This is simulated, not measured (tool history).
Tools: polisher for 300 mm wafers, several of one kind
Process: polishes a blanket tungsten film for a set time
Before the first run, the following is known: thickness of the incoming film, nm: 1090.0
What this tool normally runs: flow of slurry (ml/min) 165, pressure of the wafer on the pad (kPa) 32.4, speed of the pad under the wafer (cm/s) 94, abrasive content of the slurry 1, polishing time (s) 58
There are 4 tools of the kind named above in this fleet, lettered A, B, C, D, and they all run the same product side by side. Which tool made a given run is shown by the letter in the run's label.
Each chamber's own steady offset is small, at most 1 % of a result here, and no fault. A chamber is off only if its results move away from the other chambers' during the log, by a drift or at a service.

run     day  flow of slurry (ml/min)  pressure of the wafer on the pad (kPa)  speed of the pad under the wafer (cm/s)  abrasive content of the slurry  polishing time (s)  film removed (angstrom)
      0.188  -- chamber C: worn pad replaced by a new one
        0.3  -- chamber B: worn pad replaced by a new one
 1D   0.342                      165                                    32.4                                       94                               1                  58                   3424.1
      0.558  -- chamber B: slurry tank refilled with fresh slurry and peroxide
 2B   0.721                      165                                    32.4                                       94                               1                  58                   3355.8
      0.738  -- chamber A: worn pad replaced by a new one
        0.8  -- chamber D: worn pad replaced by a new one
      0.842  -- chamber C: slurry tank refilled with fresh slurry and peroxide
 3C   0.971                      165                                    32.4                                       94                               1                  58                   3391.5
 4A   1.358                      165                                    32.4                                       94                               1                  58                   3246.4
 5D     1.9                      165                                    32.4                                       94                               1                  58                   3429.7
 6B   2.158                      165                                    32.4                                       94                               1                  58                   3315.3
 7A     2.5                      165                                    32.4                                       94                               1                  58                   3262.4
      2.679  -- chamber C: head pressure recalibrated
        2.8  -- chamber A: slurry tank refilled with fresh slurry and peroxide
      2.896  -- chamber B: worn pad replaced by a new one
      2.983  -- chamber C: worn pad replaced by a new one
 8C    3.05                      165                                    32.4                                       94                               1                  58                   3316.6
      3.054  -- chamber C: slurry nozzle cleaned
 9C    3.45                      165                                    32.4                                       94                               1                  58                   3362.4
      3.654  -- chamber A: worn pad replaced by a new one
        3.8  -- chamber D: head pressure recalibrated
      3.842  -- chamber D: worn pad replaced by a new one
10D   3.929                      165                                    32.4                                       94                               1                  58                   3328.1
      4.196  -- chamber D: slurry nozzle cleaned
11B   4.425                      165                                    32.4                                       94                               1                  58                   3408.9
      4.829  -- chamber B: slurry blender recalibrated
12A   4.888                      165                                    32.4                                       94                               1                  58                   3264.9
13B   5.158                      165                                    32.4                                       94                               1                  58                   3304.4
14A   5.508                      165                                    32.4                                       94                               1                  58                   3274.5
15C   5.875                      165                                    32.4                                       94                               1                  58                   3395.4
      6.058  -- chamber B: worn pad replaced by a new one
16D   6.196                      165                                    32.4                                       76                               1                  58                     2660
      6.242  -- chamber C: worn pad replaced by a new one
      6.475  -- chamber B: slurry tank refilled with fresh slurry and peroxide
17C   6.525                      165                                    32.4                                       76                               1                  58                   2692.5
      6.608  -- chamber D: worn pad replaced by a new one
18D   6.858                      165                                    32.4                                       76                               1                  58                   2620.7
      6.921  -- chamber A: worn pad replaced by a new one
19A   7.217                      165                                    32.4                                       76                               1                  58                     2632
      7.362  -- chamber D: slurry blender recalibrated
20B   7.517                      165                                    32.4                                       94                               1                  58                   3191.7
21B   7.892                      165                                    32.4                                       94                               1                  58                   3398.7
      7.979  -- chamber B: slurry nozzle cleaned
      8.008  -- chamber C: slurry tank refilled with fresh slurry and peroxide
      8.075  -- chamber C: slurry blender recalibrated
22C   8.417                      165                                    32.4                                       94                               1                  58                   3309.7
       8.75  -- chamber B: worn pad replaced by a new one
23D   8.958                      165                                    32.4                                       94                               1                  58                   3262.9
      9.162  -- chamber D: worn pad replaced by a new one
24A   9.238                      165                                    32.4                                       94                               1                  58                     3233
      9.408  -- chamber A: slurry tank refilled with fresh slurry and peroxide
      9.433  -- chamber C: worn pad replaced by a new one
25B   9.692                      165                                    32.4                                       94                               1                  58                   3294.2
26D  10.029                      165                                    32.4                                       94                               1                  58                   3158.1
     10.154  -- chamber A: worn pad replaced by a new one
27C  10.471                      165                                    26.2                                       94                               1                  58                   2708.1
28A  11.021                      165                                    26.2                                       94                               1                  58                   2652.3
29C  11.412                      165                                    26.2                                       94                               1                  58                   2673.2
30A  11.792                      165                                    26.2                                       94                               1                  58                     2593
     12.042  -- chamber B: worn pad replaced by a new one
31D  12.062                      165                                    32.4                                       94                               1                  58                   3170.7
     12.088  -- chamber C: worn pad replaced by a new one
     12.192  -- chamber D: worn pad replaced by a new one
     12.267  -- chamber B: slurry tank refilled with fresh slurry and peroxide
32B  12.325                      165                                    32.4                                       94                               1                  58                     3369
     12.479  -- chamber A: slurry blender recalibrated
33C  12.583                      165                                    32.4                                       94                               1                  58                   3326.2
34D  12.883                      165                                    32.4                                       94                               1                  58                   3023.8
     13.038  -- chamber A: worn pad replaced by a new one
35B  13.321                      165                                    32.4                                       94                               1                  58                   3293.6
36A  13.862                      165                                    32.4                                       94                               1                  58                     3295
37D  14.167                      165                                    32.4                                       94                               1                  58                   3045.4
38B  14.446                      165                                    32.4                                       94                               1                  58                   3321.8
39A  14.721                      165                                    32.4                                       94                               1                  58                   3276.3
     14.942  -- chamber C: slurry tank refilled with fresh slurry and peroxide
40C  14.975                      165                                    32.4                                       94                               1                  58                   3266.6

Read the log: is a single chamber off, either drifting away or since a service, is the gauge that measures every chamber drifting, or is nothing wrong beyond small per-chamber offsets? Name any odd chamber and what most likely caused it.

Chamber D drifts away from the others.
Most likely cause: peroxide lost from the slurry, % = 29.

Which of the 4 candidates below, each the usual settings with something changed and its results left as question marks, puts chamber D back in line with what the other chambers give on the usual settings?
In-line tolerance around the mean of the other chambers on the usual settings: film removed (angstrom) 150
41D-1  15.371                      165                                    32.4                                       88                               1                  55                        ?
41D-2  15.371                      165                                    32.4                                      100                               1                  61                        ?
41D-3  15.371                      165                                    32.4                                      104                               1                  64                        ?
41D-4  15.371                      165                                    30.3                                       88                               1                  54                        ?

Other chambers, usual settings, mean: film removed (angstrom) 3308.5
  run  film removed (angstrom)
41D-1                   2614.1
41D-2                     3289
41D-3                   3587.1
41D-4                     2404
41D-2 brings the chamber back in line.

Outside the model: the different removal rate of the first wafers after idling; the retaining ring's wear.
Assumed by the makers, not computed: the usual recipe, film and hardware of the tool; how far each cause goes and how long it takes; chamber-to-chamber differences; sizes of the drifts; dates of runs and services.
